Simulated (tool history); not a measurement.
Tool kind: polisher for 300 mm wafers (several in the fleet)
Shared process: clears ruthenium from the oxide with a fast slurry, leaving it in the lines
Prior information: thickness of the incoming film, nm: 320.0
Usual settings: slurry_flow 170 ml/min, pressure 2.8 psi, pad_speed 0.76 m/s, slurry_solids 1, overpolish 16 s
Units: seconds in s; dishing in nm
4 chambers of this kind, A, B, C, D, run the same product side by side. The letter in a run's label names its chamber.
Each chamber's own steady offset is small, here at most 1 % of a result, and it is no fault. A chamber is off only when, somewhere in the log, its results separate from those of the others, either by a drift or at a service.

{"run": "1A", "hour": 5.9, "slurry_flow": 170, "pressure": 2.8, "pad_speed": 0.76, "slurry_solids": 1, "overpolish": 16, "seconds": 94.283, "dishing": 41.88}
{"run": "2C", "hour": 9.7, "slurry_flow": 170, "pressure": 2.8, "pad_speed": 0.76, "slurry_solids": 1, "overpolish": 16, "seconds": 91.654, "dishing": 41.5}
{"run": "3B", "hour": 13.8, "slurry_flow": 170, "pressure": 2.8, "pad_speed": 0.76, "slurry_solids": 1, "overpolish": 16, "seconds": 95.342, "dishing": 41.555}
{"run": "4D", "hour": 16.9, "slurry_flow": 170, "pressure": 2.8, "pad_speed": 0.76, "slurry_solids": 1, "overpolish": 16, "seconds": 94.735, "dishing": 41.055}
{"hour": 17.1, "done": "chamber B: worn pad replaced by a new one"}
{"run": "5B", "hour": 21.8, "slurry_flow": 170, "pressure": 2.8, "pad_speed": 0.76, "slurry_solids": 1, "overpolish": 16, "seconds": 90.387, "dishing": 42.006}
{"run": "6C", "hour": 27.0, "slurry_flow": 170, "pressure": 2.4, "pad_speed": 0.76, "slurry_solids": 1, "overpolish": 16, "seconds": 111.39, "dishing": 35.344}
{"run": "7A", "hour": 32.0, "slurry_flow": 170, "pressure": 2.4, "pad_speed": 0.76, "slurry_solids": 1, "overpolish": 16, "seconds": 108.03, "dishing": 36.265}
{"run": "8D", "hour": 35.4, "slurry_flow": 170, "pressure": 2.4, "pad_speed": 0.76, "slurry_solids": 1, "overpolish": 16, "seconds": 108.22, "dishing": 36.055}
{"run": "9A", "hour": 38.8, "slurry_flow": 170, "pressure": 2.4, "pad_speed": 0.76, "slurry_solids": 1, "overpolish": 16, "seconds": 110.45, "dishing": 36.455}
{"run": "10B", "hour": 42.9, "slurry_flow": 170, "pressure": 2.8, "pad_speed": 0.76, "slurry_solids": 1, "overpolish": 16, "seconds": 93.074, "dishing": 41.736}
{"hour": 44.0, "done": "chamber B: slurry blender recalibrated"}
{"run": "11C", "hour": 45.6, "slurry_flow": 170, "pressure": 2.8, "pad_speed": 0.76, "slurry_solids": 1, "overpolish": 16, "seconds": 98.548, "dishing": 39.865}
{"run": "12D", "hour": 49.4, "slurry_flow": 170, "pressure": 2.8, "pad_speed": 0.76, "slurry_solids": 1, "overpolish": 16, "seconds": 93.503, "dishing": 41.358}
{"run": "13C", "hour": 53.2, "slurry_flow": 170, "pressure": 2.8, "pad_speed": 0.76, "slurry_solids": 1, "overpolish": 16, "seconds": 97.32, "dishing": 40.081}
{"run": "14A", "hour": 58.6, "slurry_flow": 170, "pressure": 2.8, "pad_speed": 0.76, "slurry_solids": 1, "overpolish": 16, "seconds": 94.179, "dishing": 40.463}
{"run": "15D", "hour": 62.6, "slurry_flow": 170, "pressure": 2.8, "pad_speed": 0.76, "slurry_solids": 1, "overpolish": 16, "seconds": 93.543, "dishing": 41.3}
{"run": "16B", "hour": 66.2, "slurry_flow": 130, "pressure": 2.8, "pad_speed": 0.76, "slurry_solids": 1, "overpolish": 16, "seconds": 96.536, "dishing": 39.046}
{"hour": 69.7, "done": "chamber D: worn pad replaced by a new one"}
{"run": "17A", "hour": 70.4, "slurry_flow": 130, "pressure": 2.8, "pad_speed": 0.76, "slurry_solids": 1, "overpolish": 16, "seconds": 99.171, "dishing": 39.391}
{"run": "18C", "hour": 73.1, "slurry_flow": 130, "pressure": 2.8, "pad_speed": 0.76, "slurry_solids": 1, "overpolish": 16, "seconds": 102.36, "dishing": 38.221}
{"run": "19D", "hour": 76.9, "slurry_flow": 130, "pressure": 2.8, "pad_speed": 0.76, "slurry_solids": 1, "overpolish": 16, "seconds": 97.954, "dishing": 39.875}
{"run": "20B", "hour": 80.6, "slurry_flow": 170, "pressure": 2.8, "pad_speed": 0.76, "slurry_solids": 1, "overpolish": 16, "seconds": 92.691, "dishing": 41.775}
{"run": "21A", "hour": 85.2, "slurry_flow": 170, "pressure": 2.8, "pad_speed": 0.76, "slurry_solids": 1, "overpolish": 16, "seconds": 93.479, "dishing": 40.997}
{"hour": 87.7, "done": "chamber C: slurry blender recalibrated"}
{"run": "22C", "hour": 89.1, "slurry_flow": 170, "pressure": 2.8, "pad_speed": 0.76, "slurry_solids": 1, "overpolish": 16, "seconds": 98.731, "dishing": 39.104}
{"run": "23B", "hour": 93.7, "slurry_flow": 170, "pressure": 2.8, "pad_speed": 0.76, "slurry_solids": 1, "overpolish": 16, "seconds": 90.817, "dishing": 41.577}
{"run": "24D", "hour": 97.7, "slurry_flow": 170, "pressure": 2.8, "pad_speed": 0.76, "slurry_solids": 1, "overpolish": 16, "seconds": 94.996, "dishing": 41.406}
{"run": "25D", "hour": 102.0, "slurry_flow": 170, "pressure": 2.8, "pad_speed": 0.76, "slurry_solids": 1, "overpolish": 16, "seconds": 93.857, "dishing": 41.23}
{"run": "26B", "hour": 107.9, "slurry_flow": 170, "pressure": 2.8, "pad_speed": 0.76, "slurry_solids": 1, "overpolish": 16, "seconds": 94.24, "dishing": 42.796}
{"run": "27C", "hour": 113.7, "slurry_flow": 170, "pressure": 2.8, "pad_speed": 0.76, "slurry_solids": 1, "overpolish": 16, "seconds": 103.18, "dishing": 37.332}

Is one chamber off against the others, does the gauge drift, or is nothing wrong? If a chamber is off, say which, and what the likeliest cause is.

Little by little, chamber C moves away from the other chambers.
Cause: removal rate lost through wear of the pad, % = 10.1.
With only this log, it may be confused with: slurry flow missing at the pad, %; head's pressure below its setpoint, %.

Chamber C could run next with any of the 4 candidate recipes listed below; each alters the usual settings, and their results appear as question marks. Which one brings its results back in line with what the other chambers deliver on the usual settings?
In line here means within this much of the mean the other chambers give on the usual settings: seconds 4.700 s; dishing 1.500 nm
{"run": "28C-1", "hour": 118.0, "slurry_flow": 170, "pressure": 2.7, "pad_speed": 0.72, "slurry_solids": 1, "overpolish": 16, "seconds": "?", "dishing": "?"}
{"run": "28C-2", "hour": 118.0, "slurry_flow": 170, "pressure": 2.8, "pad_speed": 0.78, "slurry_solids": 1, "overpolish": 16, "seconds": "?", "dishing": "?"}
{"run": "28C-3", "hour": 118.0, "slurry_flow": 170, "pressure": 2.9, "pad_speed": 0.8, "slurry_solids": 1, "overpolish": 16, "seconds": "?", "dishing": "?"}
{"run": "28C-4", "hour": 118.0, "slurry_flow": 170, "pressure": 2.8, "pad_speed": 0.74, "slurry_solids": 1, "overpolish": 16, "seconds": "?", "dishing": "?"}

Average result of the remaining chambers running the usual settings: seconds 93.826 s; dishing 41.289 nm
run=28C-1 seconds=112.530 dishing=35.182
run=28C-2 seconds=100.040 dishing=38.851
run=28C-3 seconds=94.143 dishing=40.862
run=28C-4 seconds=105.530 dishing=37.150
28C-3 is the one that brings the chamber's results back in line with the other chambers.
